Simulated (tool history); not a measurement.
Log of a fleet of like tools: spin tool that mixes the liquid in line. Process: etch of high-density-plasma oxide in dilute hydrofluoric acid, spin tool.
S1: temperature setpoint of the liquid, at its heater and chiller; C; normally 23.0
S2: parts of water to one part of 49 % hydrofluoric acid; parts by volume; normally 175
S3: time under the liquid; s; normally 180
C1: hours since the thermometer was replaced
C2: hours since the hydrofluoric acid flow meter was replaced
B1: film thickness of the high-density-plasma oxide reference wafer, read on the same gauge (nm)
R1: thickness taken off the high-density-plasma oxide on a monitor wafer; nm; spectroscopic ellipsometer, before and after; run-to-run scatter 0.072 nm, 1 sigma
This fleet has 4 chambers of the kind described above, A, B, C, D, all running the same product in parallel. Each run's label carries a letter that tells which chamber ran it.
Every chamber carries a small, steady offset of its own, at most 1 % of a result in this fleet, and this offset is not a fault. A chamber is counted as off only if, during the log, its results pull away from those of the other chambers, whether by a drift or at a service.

{"run": "1C", "day": 0.238, "S1": 23.0, "S2": 175, "S3": 180, "C1": 66.3, "C2": 507.7, "B1": 109.98, "R1": 7.5015}
{"run": "2A", "day": 0.542, "S1": 23.0, "S2": 175, "S3": 180, "C1": 451.1, "C2": 181.0, "B1": 110.02, "R1": 7.585}
{"run": "3B", "day": 0.729, "S1": 23.0, "S2": 175, "S3": 180, "C1": 650.8, "C2": 313.6, "B1": 109.99, "R1": 7.4909}
{"run": "4D", "day": 0.879, "S1": 23.0, "S2": 175, "S3": 180, "C1": 415.2, "C2": 434.9, "B1": 110.02, "R1": 7.5201}
{"run": "5D", "day": 1.158, "S1": 23.0, "S2": 175, "S3": 180, "C1": 421.9, "C2": 441.6, "B1": 110.0, "R1": 7.5527}
{"run": "6C", "day": 1.388, "S1": 23.0, "S2": 175, "S3": 180, "C1": 93.9, "C2": 535.3, "B1": 109.99, "R1": 7.5309}
{"run": "7A", "day": 1.612, "S1": 23.0, "S2": 175, "S3": 180, "C1": 476.8, "C2": 206.7, "B1": 110.02, "R1": 7.6541}
{"run": "8B", "day": 1.792, "S1": 23.0, "S2": 175, "S3": 180, "C1": 676.3, "C2": 339.1, "B1": 110.0, "R1": 7.5682}
{"run": "9B", "day": 1.979, "S1": 21.0, "S2": 175, "S3": 85, "C1": 680.8, "C2": 343.6, "B1": 110.0, "R1": 3.3236}
{"run": "10A", "day": 2.204, "S1": 21.0, "S2": 175, "S3": 85, "C1": 491.0, "C2": 220.9, "B1": 110.04, "R1": 3.3538}
{"run": "11D", "day": 2.483, "S1": 21.0, "S2": 175, "S3": 85, "C1": 453.7, "C2": 473.4, "B1": 110.03, "R1": 3.3288}
{"run": "12C", "day": 2.762, "S1": 21.0, "S2": 175, "S3": 85, "C1": 126.9, "C2": 568.3, "B1": 110.0, "R1": 3.3235}
{"run": "13B", "day": 3.088, "S1": 23.0, "S2": 175, "S3": 180, "C1": 707.4, "C2": 370.2, "B1": 109.95, "R1": 7.6314}
{"run": "14C", "day": 3.238, "S1": 23.0, "S2": 175, "S3": 180, "C1": 138.3, "C2": 579.7, "B1": 109.97, "R1": 7.5233}
{"run": "15A", "day": 3.458, "S1": 23.0, "S2": 175, "S3": 180, "C1": 521.1, "C2": 251.0, "B1": 109.98, "R1": 7.6553}
{"run": "16D", "day": 3.708, "S1": 23.0, "S2": 175, "S3": 245, "C1": 483.1, "C2": 502.8, "B1": 110.01, "R1": 10.28}
{"day": 3.721, "done": "chamber B: thermometer replaced"}
{"run": "17B", "day": 4.042, "S1": 23.0, "S2": 175, "S3": 245, "C1": 7.7, "C2": 393.1, "B1": 110.01, "R1": 10.465}
{"run": "18D", "day": 4.208, "S1": 23.0, "S2": 175, "S3": 245, "C1": 495.1, "C2": 514.8, "B1": 110.01, "R1": 10.378}
{"run": "19C", "day": 4.521, "S1": 23.0, "S2": 175, "S3": 245, "C1": 169.1, "C2": 610.5, "B1": 109.99, "R1": 9.9917}
{"run": "20A", "day": 4.717, "S1": 23.0, "S2": 175, "S3": 180, "C1": 551.3, "C2": 281.2, "B1": 109.99, "R1": 7.7707}
{"run": "21A", "day": 4.888, "S1": 23.0, "S2": 175, "S3": 180, "C1": 555.4, "C2": 285.3, "B1": 110.01, "R1": 7.9784}
{"run": "22B", "day": 5.208, "S1": 23.0, "S2": 175, "S3": 180, "C1": 35.7, "C2": 421.1, "B1": 110.04, "R1": 7.5995}
{"run": "23C", "day": 5.379, "S1": 23.0, "S2": 175, "S3": 180, "C1": 189.7, "C2": 631.1, "B1": 110.03, "R1": 7.4124}
{"run": "24D", "day": 5.638, "S1": 23.0, "S2": 175, "S3": 180, "C1": 529.4, "C2": 549.1, "B1": 110.01, "R1": 7.5817}
{"run": "25C", "day": 5.85, "S1": 20.0, "S2": 175, "S3": 180, "C1": 201.0, "C2": 642.4, "B1": 109.99, "R1": 6.6239}
{"run": "26D", "day": 6.071, "S1": 20.0, "S2": 175, "S3": 180, "C1": 539.8, "C2": 559.5, "B1": 109.99, "R1": 6.724}
{"run": "27A", "day": 6.396, "S1": 20.0, "S2": 175, "S3": 180, "C1": 591.6, "C2": 321.5, "B1": 109.96, "R1": 7.2944}
{"run": "28B", "day": 6.729, "S1": 20.0, "S2": 175, "S3": 180, "C1": 72.2, "C2": 457.6, "B1": 110.0, "R1": 6.8177}
{"run": "29B", "day": 6.992, "S1": 23.0, "S2": 175, "S3": 180, "C1": 78.5, "C2": 463.9, "B1": 110.0, "R1": 7.6824}
{"run": "30A", "day": 7.179, "S1": 23.0, "S2": 175, "S3": 180, "C1": 610.4, "C2": 340.3, "B1": 109.98, "R1": 8.2956}
{"run": "31D", "day": 7.35, "S1": 23.0, "S2": 175, "S3": 180, "C1": 570.5, "C2": 590.2, "B1": 109.99, "R1": 7.4935}
{"run": "32C", "day": 7.546, "S1": 23.0, "S2": 175, "S3": 180, "C1": 241.7, "C2": 683.1, "B1": 110.01, "R1": 7.4632}
{"run": "33D", "day": 7.867, "S1": 23.0, "S2": 175, "S3": 180, "C1": 582.9, "C2": 602.6, "B1": 110.0, "R1": 7.5892}
{"run": "34A", "day": 8.212, "S1": 23.0, "S2": 175, "S3": 180, "C1": 635.2, "C2": 365.1, "B1": 110.02, "R1": 8.3406}

Read the log: is a single chamber off, either drifting away or since a service, is the gauge that measures every chamber drifting, or is nothing wrong beyond small per-chamber offsets? Name any odd chamber and what most likely caused it.

Chamber A drifts away from the others.
Likeliest cause: hydrofluoric acid flow above the setpoint (%) = 8.67.
From this log alone, it may not be told apart from: liquid hotter than its thermometer reads (K).

Chamber A could run next with any of the 4 candidate recipes listed below; each alters the usual settings, and their results appear as question marks. Which one brings its results back in line with what the other chambers deliver on the usual settings?
Maximum distance from the other chambers' mean on the usual settings for a result to count as in line: R1 0.2500 nm
{"run": "35A-1", "day": 8.462, "S1": 23.0, "S2": 160, "S3": 180, "R1": "?"}
{"run": "35A-2", "day": 8.462, "S1": 23.0, "S2": 190, "S3": 180, "R1": "?"}
{"run": "35A-3", "day": 8.462, "S1": 23.0, "S2": 190, "S3": 165, "R1": "?"}
{"run": "35A-4", "day": 8.462, "S1": 23.0, "S2": 160, "S3": 195, "R1": "?"}

Usual-settings mean across the other chambers: R1 7.5460 nm
run=35A-1 R1=9.3636
run=35A-2 R1=7.6251
run=35A-3 R1=6.9897
run=35A-4 R1=10.1440
Change 35A-2 lands the chamber within the allowed miss of the other chambers.

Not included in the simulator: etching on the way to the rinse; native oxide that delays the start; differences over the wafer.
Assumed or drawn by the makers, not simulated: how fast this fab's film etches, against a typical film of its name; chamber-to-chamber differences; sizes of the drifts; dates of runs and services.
